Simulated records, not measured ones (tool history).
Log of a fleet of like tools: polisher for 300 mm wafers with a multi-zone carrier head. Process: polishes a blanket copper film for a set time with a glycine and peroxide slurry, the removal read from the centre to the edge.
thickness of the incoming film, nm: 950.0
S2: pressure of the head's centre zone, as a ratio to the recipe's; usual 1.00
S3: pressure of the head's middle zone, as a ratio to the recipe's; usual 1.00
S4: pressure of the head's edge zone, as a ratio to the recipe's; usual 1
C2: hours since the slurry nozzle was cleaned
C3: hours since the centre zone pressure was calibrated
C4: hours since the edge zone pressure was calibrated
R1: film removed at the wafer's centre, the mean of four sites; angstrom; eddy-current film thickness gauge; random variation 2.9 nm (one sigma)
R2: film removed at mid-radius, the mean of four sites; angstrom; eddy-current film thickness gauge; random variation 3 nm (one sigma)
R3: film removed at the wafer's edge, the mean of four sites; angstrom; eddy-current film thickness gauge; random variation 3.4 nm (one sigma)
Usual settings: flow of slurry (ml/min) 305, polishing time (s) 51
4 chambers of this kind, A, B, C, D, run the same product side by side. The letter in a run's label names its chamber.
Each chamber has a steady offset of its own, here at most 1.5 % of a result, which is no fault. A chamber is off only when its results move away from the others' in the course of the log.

{"hour": 1.1, "done": "chamber D: slurry nozzle cleaned"}
{"run": "1B", "hour": 4.3, "flow of slurry (ml/min)": 305, "S2": 1.0, "S3": 1.0, "S4": 1, "polishing time (s)": 51, "wafers polished on this pad": 1127, "C2": 26.7, "C3": 462.3, "C4": 495.2, "R1": 3977.6, "R2": 3938.1, "R3": 3951.0}
{"run": "2A", "hour": 9.1, "flow of slurry (ml/min)": 305, "S2": 1.0, "S3": 1.0, "S4": 1, "polishing time (s)": 51, "wafers polished on this pad": 700, "C2": 327.7, "C3": 72.3, "C4": 553.0, "R1": 3982.3, "R2": 3929.8, "R3": 3987.5}
{"run": "3C", "hour": 14.8, "flow of slurry (ml/min)": 305, "S2": 1.0, "S3": 1.0, "S4": 1, "polishing time (s)": 51, "wafers polished on this pad": 556, "C2": 273.0, "C3": 262.7, "C4": 684.7, "R1": 4033.2, "R2": 3970.4, "R3": 3994.6}
{"hour": 17.4, "done": "chamber B: worn pad replaced by a new one"}
{"run": "4D", "hour": 20.1, "flow of slurry (ml/min)": 305, "S2": 1.0, "S3": 1.0, "S4": 1, "polishing time (s)": 51, "wafers polished on this pad": 594, "C2": 19.1, "C3": 517.6, "C4": 630.9, "R1": 3909.1, "R2": 3904.7, "R3": 3886.3}
{"run": "5C", "hour": 26.6, "flow of slurry (ml/min)": 305, "S2": 1.0, "S3": 1.0, "S4": 1, "polishing time (s)": 51, "wafers polished on this pad": 660, "C2": 284.8, "C3": 274.5, "C4": 696.5, "R1": 3958.8, "R2": 3962.9, "R3": 3943.1}
{"run": "6D", "hour": 34.2, "flow of slurry (ml/min)": 305, "S2": 1.0, "S3": 1.0, "S4": 1, "polishing time (s)": 51, "wafers polished on this pad": 718, "C2": 33.2, "C3": 531.7, "C4": 645.0, "R1": 3947.8, "R2": 3950.5, "R3": 3982.8}
{"run": "7B", "hour": 39.7, "flow of slurry (ml/min)": 305, "S2": 1.0, "S3": 1.0, "S4": 1, "polishing time (s)": 51, "wafers polished on this pad": 196, "C2": 62.1, "C3": 497.7, "C4": 530.6, "R1": 3965.4, "R2": 3931.7, "R3": 3957.8}
{"run": "8A", "hour": 48.5, "flow of slurry (ml/min)": 370, "S2": 1.0, "S3": 1.0, "S4": 1, "polishing time (s)": 51, "wafers polished on this pad": 1047, "C2": 367.1, "C3": 111.7, "C4": 592.4, "R1": 4068.5, "R2": 4006.9, "R3": 3963.6}
{"hour": 49.6, "done": "chamber D: worn pad replaced by a new one"}
{"run": "9B", "hour": 53.8, "flow of slurry (ml/min)": 370, "S2": 1.0, "S3": 1.0, "S4": 1, "polishing time (s)": 51, "wafers polished on this pad": 321, "C2": 76.2, "C3": 511.8, "C4": 544.7, "R1": 4048.7, "R2": 3989.5, "R3": 4049.0}
{"run": "10A", "hour": 61.4, "flow of slurry (ml/min)": 370, "S2": 1.0, "S3": 1.0, "S4": 1, "polishing time (s)": 51, "wafers polished on this pad": 1161, "C2": 380.0, "C3": 124.6, "C4": 605.3, "R1": 4068.4, "R2": 4008.6, "R3": 3968.7}
{"run": "11C", "hour": 66.4, "flow of slurry (ml/min)": 370, "S2": 1.0, "S3": 1.0, "S4": 1, "polishing time (s)": 51, "wafers polished on this pad": 1010, "C2": 324.6, "C3": 314.3, "C4": 736.3, "R1": 4007.9, "R2": 3925.1, "R3": 3970.3}
{"hour": 66.8, "done": "chamber A: slurry nozzle cleaned"}
{"run": "12D", "hour": 70.7, "flow of slurry (ml/min)": 210, "S2": 1.0, "S3": 1.0, "S4": 1, "polishing time (s)": 51, "wafers polished on this pad": 186, "C2": 69.7, "C3": 568.2, "C4": 681.5, "R1": 3800.3, "R2": 3785.0, "R3": 3866.7}
{"run": "13B", "hour": 74.6, "flow of slurry (ml/min)": 210, "S2": 1.0, "S3": 1.0, "S4": 1, "polishing time (s)": 51, "wafers polished on this pad": 504, "C2": 97.0, "C3": 532.6, "C4": 565.5, "R1": 3797.3, "R2": 3834.7, "R3": 3807.6}
{"run": "14C", "hour": 79.1, "flow of slurry (ml/min)": 210, "S2": 1.0, "S3": 1.0, "S4": 1, "polishing time (s)": 51, "wafers polished on this pad": 1122, "C2": 337.3, "C3": 327.0, "C4": 749.0, "R1": 3750.0, "R2": 3745.3, "R3": 3811.9}
{"hour": 84.7, "done": "chamber A: worn pad replaced by a new one"}
{"run": "15D", "hour": 86.4, "flow of slurry (ml/min)": 210, "S2": 1.0, "S3": 1.0, "S4": 1, "polishing time (s)": 51, "wafers polished on this pad": 324, "C2": 85.4, "C3": 583.9, "C4": 697.2, "R1": 3767.3, "R2": 3726.7, "R3": 3844.7}
{"run": "16A", "hour": 92.9, "flow of slurry (ml/min)": 305, "S2": 1.0, "S3": 1.0, "S4": 1, "polishing time (s)": 51, "wafers polished on this pad": 73, "C2": 26.2, "C3": 156.1, "C4": 636.8, "R1": 3969.6, "R2": 3966.7, "R3": 3869.4}
{"hour": 95.2, "done": "chamber C: edge zone pressure recalibrated"}
{"run": "17D", "hour": 99.0, "flow of slurry (ml/min)": 305, "S2": 1.0, "S3": 1.0, "S4": 1, "polishing time (s)": 51, "wafers polished on this pad": 435, "C2": 98.0, "C3": 596.5, "C4": 709.8, "R1": 3987.2, "R2": 3923.9, "R3": 3904.3}
{"hour": 101.1, "done": "chamber C: centre zone pressure recalibrated"}
{"run": "18C", "hour": 103.4, "flow of slurry (ml/min)": 305, "S2": 1.0, "S3": 1.0, "S4": 1, "polishing time (s)": 51, "wafers polished on this pad": 1336, "C2": 361.6, "C3": 2.4, "C4": 8.3, "R1": 3837.8, "R2": 3907.1, "R3": 3866.5}
{"hour": 107.2, "done": "chamber B: centre zone pressure recalibrated"}
{"run": "19A", "hour": 108.3, "flow of slurry (ml/min)": 305, "S2": 1.0, "S3": 1.0, "S4": 1, "polishing time (s)": 51, "wafers polished on this pad": 208, "C2": 41.6, "C3": 171.5, "C4": 652.2, "R1": 3988.2, "R2": 3937.5, "R3": 3904.0}
{"run": "20B", "hour": 112.6, "flow of slurry (ml/min)": 305, "S2": 1.0, "S3": 1.0, "S4": 1, "polishing time (s)": 51, "wafers polished on this pad": 838, "C2": 135.0, "C3": 5.5, "C4": 603.5, "R1": 3966.0, "R2": 3901.3, "R3": 3930.7}
{"run": "21B", "hour": 117.1, "flow of slurry (ml/min)": 305, "S2": 1.0, "S3": 1.0, "S4": 1, "polishing time (s)": 51, "wafers polished on this pad": 878, "C2": 139.5, "C3": 10.0, "C4": 608.0, "R1": 3974.9, "R2": 3925.9, "R3": 3948.5}
{"run": "22A", "hour": 124.5, "flow of slurry (ml/min)": 305, "S2": 1.0, "S3": 1.0, "S4": 1, "polishing time (s)": 51, "wafers polished on this pad": 351, "C2": 57.8, "C3": 187.7, "C4": 668.4, "R1": 3997.2, "R2": 3917.9, "R3": 3914.6}
{"run": "23C", "hour": 129.4, "flow of slurry (ml/min)": 305, "S2": 1.0, "S3": 1.0, "S4": 1, "polishing time (s)": 51, "wafers polished on this pad": 1565, "C2": 387.6, "C3": 28.4, "C4": 34.3, "R1": 3771.9, "R2": 3793.2, "R3": 3830.6}
{"hour": 131.0, "done": "chamber B: edge zone pressure recalibrated"}
{"hour": 131.3, "done": "chamber D: worn pad replaced by a new one"}
{"run": "24D", "hour": 135.7, "flow of slurry (ml/min)": 245, "S2": 0.9, "S3": 1.0, "S4": 1, "polishing time (s)": 51, "wafers polished on this pad": 39, "C2": 134.7, "C3": 633.2, "C4": 746.5, "R1": 3403.0, "R2": 3854.1, "R3": 3838.1}
{"run": "25B", "hour": 144.6, "flow of slurry (ml/min)": 245, "S2": 0.9, "S3": 1.0, "S4": 1, "polishing time (s)": 51, "wafers polished on this pad": 1120, "C2": 167.0, "C3": 37.5, "C4": 13.6, "R1": 3446.5, "R2": 3874.1, "R3": 3902.3}
{"run": "26A", "hour": 150.4, "flow of slurry (ml/min)": 245, "S2": 0.9, "S3": 1.0, "S4": 1, "polishing time (s)": 51, "wafers polished on this pad": 579, "C2": 83.7, "C3": 213.6, "C4": 694.3, "R1": 3477.2, "R2": 3840.7, "R3": 3878.2}
{"run": "27C", "hour": 158.5, "flow of slurry (ml/min)": 245, "S2": 0.9, "S3": 1.0, "S4": 1, "polishing time (s)": 51, "wafers polished on this pad": 1821, "C2": 416.7, "C3": 57.5, "C4": 63.4, "R1": 3215.6, "R2": 3658.7, "R3": 3675.8}
{"hour": 160.1, "done": "chamber D: centre zone pressure recalibrated"}
{"run": "28D", "hour": 165.9, "flow of slurry (ml/min)": 305, "S2": 1.0, "S3": 1.0, "S4": 1, "polishing time (s)": 51, "wafers polished on this pad": 305, "C2": 164.9, "C3": 5.8, "C4": 776.7, "R1": 3953.0, "R2": 4003.3, "R3": 3892.7}
{"hour": 166.6, "done": "chamber B: worn pad replaced by a new one"}
{"run": "29D", "hour": 170.0, "flow of slurry (ml/min)": 305, "S2": 1.0, "S3": 1.0, "S4": 1, "polishing time (s)": 51, "wafers polished on this pad": 341, "C2": 169.0, "C3": 9.9, "C4": 780.8, "R1": 3914.7, "R2": 3916.1, "R3": 3973.3}
{"run": "30B", "hour": 174.6, "flow of slurry (ml/min)": 305, "S2": 1.0, "S3": 1.0, "S4": 1, "polishing time (s)": 51, "wafers polished on this pad": 70, "C2": 197.0, "C3": 67.5, "C4": 43.6, "R1": 3965.6, "R2": 3990.3, "R3": 3969.2}
{"run": "31C", "hour": 182.0, "flow of slurry (ml/min)": 305, "S2": 1.0, "S3": 1.0, "S4": 1, "polishing time (s)": 51, "wafers polished on this pad": 2028, "C2": 440.2, "C3": 81.0, "C4": 86.9, "R1": 3724.8, "R2": 3795.8, "R3": 3762.6}
{"run": "32A", "hour": 189.7, "flow of slurry (ml/min)": 305, "S2": 1.0, "S3": 1.0, "S4": 1, "polishing time (s)": 51, "wafers polished on this pad": 925, "C2": 123.0, "C3": 252.9, "C4": 733.6, "R1": 3996.4, "R2": 3881.1, "R3": 3866.1}
{"run": "33C", "hour": 195.8, "flow of slurry (ml/min)": 305, "S2": 1.0, "S3": 1.0, "S4": 1, "polishing time (s)": 51, "wafers polished on this pad": 2150, "C2": 454.0, "C3": 94.8, "C4": 100.7, "R1": 3644.9, "R2": 3726.4, "R3": 3750.4}
{"run": "34D", "hour": 199.8, "flow of slurry (ml/min)": 305, "S2": 1.0, "S3": 1.0, "S4": 1, "polishing time (s)": 51, "wafers polished on this pad": 603, "C2": 198.8, "C3": 39.7, "C4": 810.6, "R1": 3960.2, "R2": 3943.2, "R3": 3926.9}
{"run": "35A", "hour": 205.4, "flow of slurry (ml/min)": 305, "S2": 1.09, "S3": 1.07, "S4": 1, "polishing time (s)": 51, "wafers polished on this pad": 1063, "C2": 138.7, "C3": 268.6, "C4": 749.3, "R1": 4446.9, "R2": 4208.5, "R3": 3904.3}
{"run": "36B", "hour": 210.2, "flow of slurry (ml/min)": 305, "S2": 1.09, "S3": 1.07, "S4": 1, "polishing time (s)": 51, "wafers polished on this pad": 384, "C2": 232.6, "C3": 103.1, "C4": 79.2, "R1": 4359.9, "R2": 4210.1, "R3": 3955.4}
{"run": "37C", "hour": 215.8, "flow of slurry (ml/min)": 305, "S2": 1.09, "S3": 1.07, "S4": 1, "polishing time (s)": 51, "wafers polished on this pad": 2326, "C2": 474.0, "C3": 114.8, "C4": 120.7, "R1": 4025.0, "R2": 3890.0, "R3": 3590.2}

Is one chamber off against the others, does the gauge drift, or is nothing wrong? If a chamber is off, say which, and what the likeliest cause is.

Chamber C drifts away from the others.
Cause: removal rate lost through wear of the pad, % = 7.87.

Here are 4 candidates for chamber C's next run, each the usual settings with a change, their results left as question marks. Which one brings its results back in line with what the others give on the usual settings?
In line means no further than this from the other chambers' mean on the usual settings: R1 100.0 angstrom; R2 110.0 angstrom; R3 120.0 angstrom
{"run": "38C-1", "hour": 222.1, "flow of slurry (ml/min)": 305, "S2": 0.99, "S3": 1.0, "S4": 1, "polishing time (s)": 47, "R1": "?", "R2": "?", "R3": "?"}
{"run": "38C-2", "hour": 222.1, "flow of slurry (ml/min)": 310, "S2": 1.02, "S3": 1.0, "S4": 1, "polishing time (s)": 58, "R1": "?", "R2": "?", "R3": "?"}
{"run": "38C-3", "hour": 222.1, "flow of slurry (ml/min)": 305, "S2": 1.01, "S3": 1.0, "S4": 1, "polishing time (s)": 55, "R1": "?", "R2": "?", "R3": "?"}
{"run": "38C-4", "hour": 222.1, "flow of slurry (ml/min)": 300, "S2": 0.98, "S3": 1.0, "S4": 1, "polishing time (s)": 45, "R1": "?", "R2": "?", "R3": "?"}

The other chambers' mean on the usual settings: R1 3959.6 angstrom; R2 3936.6 angstrom; R3 3931.3 angstrom
run=38C-1 R1=3326.8 R2=3362.3 R3=3368.7
run=38C-2 R1=4249.4 R2=4155.0 R3=4162.0
run=38C-3 R1=3979.5 R2=3934.2 R3=3942.1
run=38C-4 R1=3144.3 R2=3214.3 R3=3221.4
38C-3 brings the chamber back in line.
